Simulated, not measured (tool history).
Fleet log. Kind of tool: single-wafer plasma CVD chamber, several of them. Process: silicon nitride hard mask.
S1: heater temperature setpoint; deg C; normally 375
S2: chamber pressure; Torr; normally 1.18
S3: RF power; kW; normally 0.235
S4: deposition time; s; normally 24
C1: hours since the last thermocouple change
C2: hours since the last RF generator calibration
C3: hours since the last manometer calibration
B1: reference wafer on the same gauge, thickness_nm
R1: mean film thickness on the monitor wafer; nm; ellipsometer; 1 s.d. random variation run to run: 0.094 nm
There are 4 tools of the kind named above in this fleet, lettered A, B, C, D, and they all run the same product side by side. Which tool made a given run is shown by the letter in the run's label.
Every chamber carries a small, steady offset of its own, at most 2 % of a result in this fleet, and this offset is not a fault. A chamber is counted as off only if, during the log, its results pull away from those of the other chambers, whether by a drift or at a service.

{"run": "1C", "hour": 5.6, "S1": 375, "S2": 1.18, "S3": 0.235, "S4": 24, "C1": 1154.3, "C2": 179.4, "C3": 1086.5, "B1": 23.672, "R1": 21.726}
{"run": "2D", "hour": 11.7, "S1": 375, "S2": 1.18, "S3": 0.235, "S4": 24, "C1": 32.4, "C2": 2019.3, "C3": 1126.4, "B1": 23.703, "R1": 21.381}
{"hour": 12.6, "done": "chamber B: capacitance manometer re-zeroed and calibrated"}
{"run": "3B", "hour": 18.8, "S1": 375, "S2": 1.18, "S3": 0.235, "S4": 24, "C1": 2418.5, "C2": 386.8, "C3": 6.2, "B1": 23.672, "R1": 21.755}
{"run": "4A", "hour": 25.4, "S1": 375, "S2": 1.18, "S3": 0.235, "S4": 24, "C1": 1729, "C2": 720.6, "C3": 1002, "B1": 23.7, "R1": 21.423}
{"run": "5A", "hour": 29.3, "S1": 375, "S2": 1.18, "S3": 0.235, "S4": 24, "C1": 1732.9, "C2": 724.5, "C3": 1005.9, "B1": 23.661, "R1": 21.415}
{"run": "6B", "hour": 33.8, "S1": 375, "S2": 1.18, "S3": 0.235, "S4": 24, "C1": 2433.5, "C2": 401.8, "C3": 21.2, "B1": 23.731, "R1": 21.722}
{"run": "7C", "hour": 41.3, "S1": 375, "S2": 1.18, "S3": 0.22, "S4": 22.2, "C1": 1190, "C2": 215.1, "C3": 1122.2, "B1": 23.716, "R1": 18.887}
{"run": "8D", "hour": 46.3, "S1": 375, "S2": 1.18, "S3": 0.22, "S4": 22.2, "C1": 67, "C2": 2053.9, "C3": 1161, "B1": 23.705, "R1": 18.865}
{"run": "9B", "hour": 50.6, "S1": 375, "S2": 1.18, "S3": 0.22, "S4": 22.2, "C1": 2450.3, "C2": 418.6, "C3": 38, "B1": 23.692, "R1": 19.289}
{"run": "10D", "hour": 57.1, "S1": 375, "S2": 1.18, "S3": 0.22, "S4": 22.2, "C1": 77.8, "C2": 2064.7, "C3": 1171.8, "B1": 23.701, "R1": 18.911}
{"run": "11C", "hour": 61.9, "S1": 375, "S2": 1.18, "S3": 0.235, "S4": 24, "C1": 1210.6, "C2": 235.7, "C3": 1142.8, "B1": 23.703, "R1": 21.463}
{"run": "12A", "hour": 68.7, "S1": 375, "S2": 1.18, "S3": 0.235, "S4": 24, "C1": 1772.3, "C2": 763.9, "C3": 1045.3, "B1": 23.702, "R1": 21.5}
{"run": "13C", "hour": 74.2, "S1": 387, "S2": 1.18, "S3": 0.235, "S4": 24, "C1": 1222.9, "C2": 248, "C3": 1155.1, "B1": 23.728, "R1": 21.338}
{"run": "14A", "hour": 78.6, "S1": 387, "S2": 1.18, "S3": 0.235, "S4": 24, "C1": 1782.2, "C2": 773.8, "C3": 1055.2, "B1": 23.694, "R1": 21.487}
{"run": "15B", "hour": 86.0, "S1": 387, "S2": 1.18, "S3": 0.235, "S4": 24, "C1": 2485.7, "C2": 454, "C3": 73.4, "B1": 23.696, "R1": 21.767}
{"run": "16D", "hour": 92.2, "S1": 387, "S2": 1.18, "S3": 0.235, "S4": 24, "C1": 112.9, "C2": 2099.8, "C3": 1206.9, "B1": 23.698, "R1": 21.358}
{"run": "17A", "hour": 100.4, "S1": 375, "S2": 1.18, "S3": 0.235, "S4": 24, "C1": 1804, "C2": 795.6, "C3": 1077, "B1": 23.674, "R1": 21.483}
{"run": "18B", "hour": 104.6, "S1": 375, "S2": 1.18, "S3": 0.235, "S4": 24, "C1": 2504.3, "C2": 472.6, "C3": 92, "B1": 23.699, "R1": 21.745}
{"run": "19D", "hour": 108.6, "S1": 375, "S2": 1.18, "S3": 0.235, "S4": 24, "C1": 129.3, "C2": 2116.2, "C3": 1223.3, "B1": 23.7, "R1": 21.314}
{"run": "20C", "hour": 113.4, "S1": 375, "S2": 1.18, "S3": 0.235, "S4": 24, "C1": 1262.1, "C2": 287.2, "C3": 1194.3, "B1": 23.69, "R1": 21.426}
{"run": "21D", "hour": 117.6, "S1": 375, "S2": 1.18, "S3": 0.235, "S4": 24, "C1": 138.3, "C2": 2125.2, "C3": 1232.3, "B1": 23.705, "R1": 21.629}
{"run": "22C", "hour": 125.6, "S1": 375, "S2": 1.18, "S3": 0.235, "S4": 24, "C1": 1274.3, "C2": 299.4, "C3": 1206.5, "B1": 23.712, "R1": 21.269}
{"run": "23B", "hour": 130.1, "S1": 375, "S2": 1.18, "S3": 0.235, "S4": 24, "C1": 2529.8, "C2": 498.1, "C3": 117.5, "B1": 23.7, "R1": 21.977}
{"run": "24A", "hour": 137.5, "S1": 375, "S2": 1.18, "S3": 0.235, "S4": 24, "C1": 1841.1, "C2": 832.7, "C3": 1114.1, "B1": 23.697, "R1": 21.352}
{"run": "25C", "hour": 143.8, "S1": 375, "S2": 1.18, "S3": 0.235, "S4": 24, "C1": 1292.5, "C2": 317.6, "C3": 1224.7, "B1": 23.686, "R1": 21.518}
{"run": "26B", "hour": 152.9, "S1": 375, "S2": 1.18, "S3": 0.235, "S4": 24, "C1": 2552.6, "C2": 520.9, "C3": 140.3, "B1": 23.715, "R1": 21.855}
{"run": "27D", "hour": 161.5, "S1": 375, "S2": 1.18, "S3": 0.235, "S4": 24, "C1": 182.2, "C2": 2169.1, "C3": 1276.2, "B1": 23.707, "R1": 21.529}
{"run": "28A", "hour": 169.6, "S1": 365, "S2": 1.18, "S3": 0.235, "S4": 24, "C1": 1873.2, "C2": 864.8, "C3": 1146.2, "B1": 23.719, "R1": 21.569}
{"run": "29A", "hour": 175.6, "S1": 365, "S2": 1.18, "S3": 0.235, "S4": 24, "C1": 1879.2, "C2": 870.8, "C3": 1152.2, "B1": 23.665, "R1": 21.55}
{"run": "30D", "hour": 179.8, "S1": 365, "S2": 1.18, "S3": 0.235, "S4": 24, "C1": 200.5, "C2": 2187.4, "C3": 1294.5, "B1": 23.711, "R1": 21.583}
{"hour": 182.2, "done": "chamber C: thermocouple changed; heater temperature recalibrated"}
{"run": "31B", "hour": 185.8, "S1": 365, "S2": 1.18, "S3": 0.235, "S4": 24, "C1": 2585.5, "C2": 553.8, "C3": 173.2, "B1": 23.695, "R1": 22.05}
{"run": "32C", "hour": 191.3, "S1": 375, "S2": 1.18, "S3": 0.235, "S4": 24, "C1": 9.2, "C2": 365.1, "C3": 1272.2, "B1": 23.696, "R1": 21.416}
{"run": "33D", "hour": 199.5, "S1": 375, "S2": 1.18, "S3": 0.235, "S4": 24, "C1": 220.2, "C2": 2207.1, "C3": 1314.2, "B1": 23.692, "R1": 21.453}
{"run": "34C", "hour": 208.5, "S1": 383, "S2": 1.18, "S3": 0.235, "S4": 22.1, "C1": 26.4, "C2": 382.3, "C3": 1289.4, "B1": 23.672, "R1": 19.765}
{"run": "35B", "hour": 213.5, "S1": 383, "S2": 1.18, "S3": 0.235, "S4": 22.1, "C1": 2613.2, "C2": 581.5, "C3": 200.9, "B1": 23.667, "R1": 20.173}
{"run": "36A", "hour": 219.6, "S1": 383, "S2": 1.18, "S3": 0.235, "S4": 22.1, "C1": 1923.2, "C2": 914.8, "C3": 1196.2, "B1": 23.711, "R1": 19.675}
{"run": "37D", "hour": 224.9, "S1": 383, "S2": 1.18, "S3": 0.235, "S4": 22.1, "C1": 245.6, "C2": 2232.5, "C3": 1339.6, "B1": 23.704, "R1": 19.627}
{"run": "38C", "hour": 231.4, "S1": 375, "S2": 1.18, "S3": 0.235, "S4": 24, "C1": 49.3, "C2": 405.2, "C3": 1312.3, "B1": 23.69, "R1": 21.298}
{"hour": 233.2, "done": "chamber B: thermocouple changed; heater temperature recalibrated"}
{"run": "39B", "hour": 237.6, "S1": 375, "S2": 1.18, "S3": 0.235, "S4": 24, "C1": 4.4, "C2": 605.6, "C3": 225, "B1": 23.684, "R1": 21.933}
{"run": "40A", "hour": 246.7, "S1": 375, "S2": 1.03, "S3": 0.235, "S4": 20.2, "C1": 1950.3, "C2": 941.9, "C3": 1223.3, "B1": 23.713, "R1": 17.292}
{"run": "41B", "hour": 255.1, "S1": 375, "S2": 1.03, "S3": 0.235, "S4": 20.2, "C1": 21.9, "C2": 623.1, "C3": 242.5, "B1": 23.713, "R1": 17.559}

Is one chamber out of step, is the gauge drifting, or do the chambers differ by no more than their own small offsets? For an off chamber, give its letter and the likeliest cause.

Neither any chamber nor the gauge drifts; the chambers differ only by their own small, steady offsets.

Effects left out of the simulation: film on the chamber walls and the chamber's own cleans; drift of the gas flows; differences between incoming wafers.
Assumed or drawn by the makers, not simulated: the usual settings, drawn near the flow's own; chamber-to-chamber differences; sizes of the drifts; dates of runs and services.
